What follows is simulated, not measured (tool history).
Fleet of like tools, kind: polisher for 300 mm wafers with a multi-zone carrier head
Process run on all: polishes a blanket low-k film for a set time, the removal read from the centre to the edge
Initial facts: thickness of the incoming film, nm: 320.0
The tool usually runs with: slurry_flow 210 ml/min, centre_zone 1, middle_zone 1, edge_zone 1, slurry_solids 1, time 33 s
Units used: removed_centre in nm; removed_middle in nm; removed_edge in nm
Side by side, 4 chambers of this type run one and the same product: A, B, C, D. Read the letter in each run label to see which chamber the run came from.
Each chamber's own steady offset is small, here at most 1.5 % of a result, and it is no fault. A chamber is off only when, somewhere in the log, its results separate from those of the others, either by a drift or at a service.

-- hour=2.7 chamber A: worn pad replaced by a new one
run 1B hour=9.1 | slurry_flow=210 centre_zone=1 middle_zone=1 edge_zone=1 slurry_solids=1 time=33 | removed_centre=6.9466 removed_middle=6.8279 removed_edge=6.7037
run 2A hour=19.6 | slurry_flow=210 centre_zone=1 middle_zone=1 edge_zone=1 slurry_solids=1 time=33 | removed_centre=6.6198 removed_middle=6.7054 removed_edge=6.8315
run 3D hour=29.1 | slurry_flow=210 centre_zone=1 middle_zone=1 edge_zone=1 slurry_solids=1 time=33 | removed_centre=6.6695 removed_middle=6.7364 removed_edge=6.8736
-- hour=41.8 chamber D: worn pad replaced by a new one
run 4C hour=43.2 | slurry_flow=210 centre_zone=1 middle_zone=1 edge_zone=1 slurry_solids=1 time=33 | removed_centre=6.8578 removed_middle=6.7566 removed_edge=6.765
run 5D hour=50.2 | slurry_flow=210 centre_zone=1 middle_zone=1 edge_zone=1 slurry_solids=1 time=33 | removed_centre=6.8954 removed_middle=6.7158 removed_edge=6.7558
run 6C hour=60.3 | slurry_flow=210 centre_zone=1 middle_zone=1 edge_zone=1 slurry_solids=1 time=33 | removed_centre=6.7651 removed_middle=6.8295 removed_edge=6.8877
run 7A hour=71.8 | slurry_flow=210 centre_zone=1 middle_zone=1 edge_zone=1 slurry_solids=1 time=33 | removed_centre=6.7061 removed_middle=6.7562 removed_edge=6.8472
-- hour=75.1 chamber A: edge zone pressure recalibrated
run 8B hour=78.3 | slurry_flow=210 centre_zone=1 middle_zone=1 edge_zone=1 slurry_solids=1 time=33 | removed_centre=6.8468 removed_middle=6.8219 removed_edge=6.8388
-- hour=82.8 chamber A: slurry nozzle cleaned
-- hour=82.9 chamber B: worn pad replaced by a new one
run 9C hour=84.7 | slurry_flow=210 centre_zone=1 middle_zone=1 edge_zone=1 slurry_solids=1 time=33 | removed_centre=6.7527 removed_middle=6.7684 removed_edge=6.7112
run 10B hour=92.1 | slurry_flow=210 centre_zone=1 middle_zone=1 edge_zone=1 slurry_solids=1 time=33 | removed_centre=6.8311 removed_middle=6.8422 removed_edge=6.8032
-- hour=102.7 chamber C: worn pad replaced by a new one
run 11A hour=104.1 | slurry_flow=210 centre_zone=1 middle_zone=1 edge_zone=1 slurry_solids=1 time=33 | removed_centre=6.7445 removed_middle=6.7752 removed_edge=6.7502
-- hour=110.4 chamber C: slurry nozzle cleaned
run 12D hour=116.9 | slurry_flow=210 centre_zone=1 middle_zone=1 edge_zone=1 slurry_solids=1 time=33 | removed_centre=6.745 removed_middle=6.7507 removed_edge=6.8509
run 13C hour=123.7 | slurry_flow=210 centre_zone=1 middle_zone=1 edge_zone=1 slurry_solids=1 time=33 | removed_centre=6.7564 removed_middle=6.7242 removed_edge=6.636
-- hour=130.5 chamber A: worn pad replaced by a new one
-- hour=131.3 chamber D: worn pad replaced by a new one
run 14A hour=132.7 | slurry_flow=210 centre_zone=1 middle_zone=1 edge_zone=1 slurry_solids=1 time=33 | removed_centre=6.6911 removed_middle=6.7694 removed_edge=6.7055
run 15B hour=141 | slurry_flow=210 centre_zone=1 middle_zone=1 edge_zone=1 slurry_solids=1 time=33 | removed_centre=6.7233 removed_middle=6.8081 removed_edge=6.8325
run 16D hour=155.1 | slurry_flow=210 centre_zone=1 middle_zone=1 edge_zone=1 slurry_solids=1 time=33 | removed_centre=6.8033 removed_middle=6.7413 removed_edge=6.8864
run 17C hour=164.2 | slurry_flow=210 centre_zone=1 middle_zone=1 edge_zone=1 slurry_solids=1 time=33 | removed_centre=6.8018 removed_middle=6.8613 removed_edge=6.8542
run 18A hour=176.6 | slurry_flow=210 centre_zone=1 middle_zone=1 edge_zone=1 slurry_solids=1 time=33 | removed_centre=6.8971 removed_middle=6.6723 removed_edge=6.5742
run 19B hour=187.1 | slurry_flow=210 centre_zone=1 middle_zone=1 edge_zone=1 slurry_solids=1 time=33 | removed_centre=6.7186 removed_middle=6.9227 removed_edge=6.8275
run 20D hour=200.6 | slurry_flow=210 centre_zone=1 middle_zone=1 edge_zone=1 slurry_solids=1.2 time=24 | removed_centre=5.4101 removed_middle=5.2518 removed_edge=5.3458
-- hour=206.2 chamber C: worn pad replaced by a new one
run 21B hour=212.1 | slurry_flow=210 centre_zone=1 middle_zone=1 edge_zone=1 slurry_solids=1.2 time=24 | removed_centre=5.2403 removed_middle=5.4036 removed_edge=5.4051
-- hour=214.3 chamber D: centre zone pressure recalibrated
-- hour=219.9 chamber D: edge zone pressure recalibrated
run 22D hour=222.1 | slurry_flow=210 centre_zone=1 middle_zone=1 edge_zone=1 slurry_solids=1.2 time=24 | removed_centre=5.992 removed_middle=5.2514 removed_edge=5.4356
-- hour=227.7 chamber D: worn pad replaced by a new one
run 23C hour=236 | slurry_flow=210 centre_zone=1 middle_zone=1 edge_zone=1 slurry_solids=1.2 time=24 | removed_centre=5.3105 removed_middle=5.3231 removed_edge=5.3854
-- hour=239.5 chamber B: worn pad replaced by a new one
run 24A hour=246.6 | slurry_flow=210 centre_zone=1 middle_zone=1 edge_zone=1 slurry_solids=1 time=33 | removed_centre=6.7037 removed_middle=6.7015 removed_edge=6.7127
-- hour=256.1 chamber A: worn pad replaced by a new one
run 25A hour=256.3 | slurry_flow=210 centre_zone=1 middle_zone=1 edge_zone=1 slurry_solids=1 time=33 | removed_centre=6.8473 removed_middle=6.7021 removed_edge=6.4968
run 26B hour=268 | slurry_flow=210 centre_zone=1 middle_zone=1 edge_zone=1 slurry_solids=1 time=33 | removed_centre=6.8112 removed_middle=6.8374 removed_edge=6.7872
run 27D hour=274.5 | slurry_flow=210 centre_zone=1 middle_zone=1 edge_zone=1 slurry_solids=1 time=33 | removed_centre=7.7016 removed_middle=6.7725 removed_edge=6.843
-- hour=275.7 chamber C: centre zone pressure recalibrated
run 28C hour=281.7 | slurry_flow=180 centre_zone=1 middle_zone=1 edge_zone=1 slurry_solids=1 time=23 | removed_centre=4.568 removed_middle=4.6127 removed_edge=4.602
run 29D hour=295.7 | slurry_flow=180 centre_zone=1 middle_zone=1 edge_zone=1 slurry_solids=1 time=23 | removed_centre=5.0563 removed_middle=4.5917 removed_edge=4.7581
-- hour=297.3 chamber C: worn pad replaced by a new one
run 30A hour=303.7 | slurry_flow=180 centre_zone=1 middle_zone=1 edge_zone=1 slurry_solids=1 time=23 | removed_centre=4.6271 removed_middle=4.6028 removed_edge=4.5718
run 31C hour=314 | slurry_flow=180 centre_zone=1 middle_zone=1 edge_zone=1 slurry_solids=1 time=23 | removed_centre=4.6549 removed_middle=4.5612 removed_edge=4.7038
run 32B hour=323.7 | slurry_flow=210 centre_zone=1 middle_zone=1 edge_zone=1 slurry_solids=1 time=33 | removed_centre=6.7305 removed_middle=6.8442 removed_edge=6.8461
run 33A hour=336.6 | slurry_flow=210 centre_zone=1 middle_zone=1 edge_zone=1 slurry_solids=1 time=33 | removed_centre=6.6586 removed_middle=6.8034 removed_edge=6.7914

Each of the 4 chambers runs these same settings next. Fill in every chamber's results:
run 34A hour=347.1 | slurry_flow=210 centre_zone=1 middle_zone=1 edge_zone=1 slurry_solids=0.7 time=33 | removed_centre=? removed_middle=? removed_edge=?
run 34B hour=347.1 | slurry_flow=210 centre_zone=1 middle_zone=1 edge_zone=1 slurry_solids=0.7 time=33 | removed_centre=? removed_middle=? removed_edge=?
run 34C hour=347.1 | slurry_flow=210 centre_zone=1 middle_zone=1 edge_zone=1 slurry_solids=0.7 time=33 | removed_centre=? removed_middle=? removed_edge=?
run 34D hour=347.1 | slurry_flow=210 centre_zone=1 middle_zone=1 edge_zone=1 slurry_solids=0.7 time=33 | removed_centre=? removed_middle=? removed_edge=?

run=34A removed_centre=5.7387 removed_middle=5.5831 removed_edge=5.6679
run=34B removed_centre=5.6186 removed_middle=5.7263 removed_edge=5.7047
run=34C removed_centre=5.7055 removed_middle=5.7218 removed_edge=5.6657
run=34D removed_centre=6.4461 removed_middle=5.7029 removed_edge=5.7093

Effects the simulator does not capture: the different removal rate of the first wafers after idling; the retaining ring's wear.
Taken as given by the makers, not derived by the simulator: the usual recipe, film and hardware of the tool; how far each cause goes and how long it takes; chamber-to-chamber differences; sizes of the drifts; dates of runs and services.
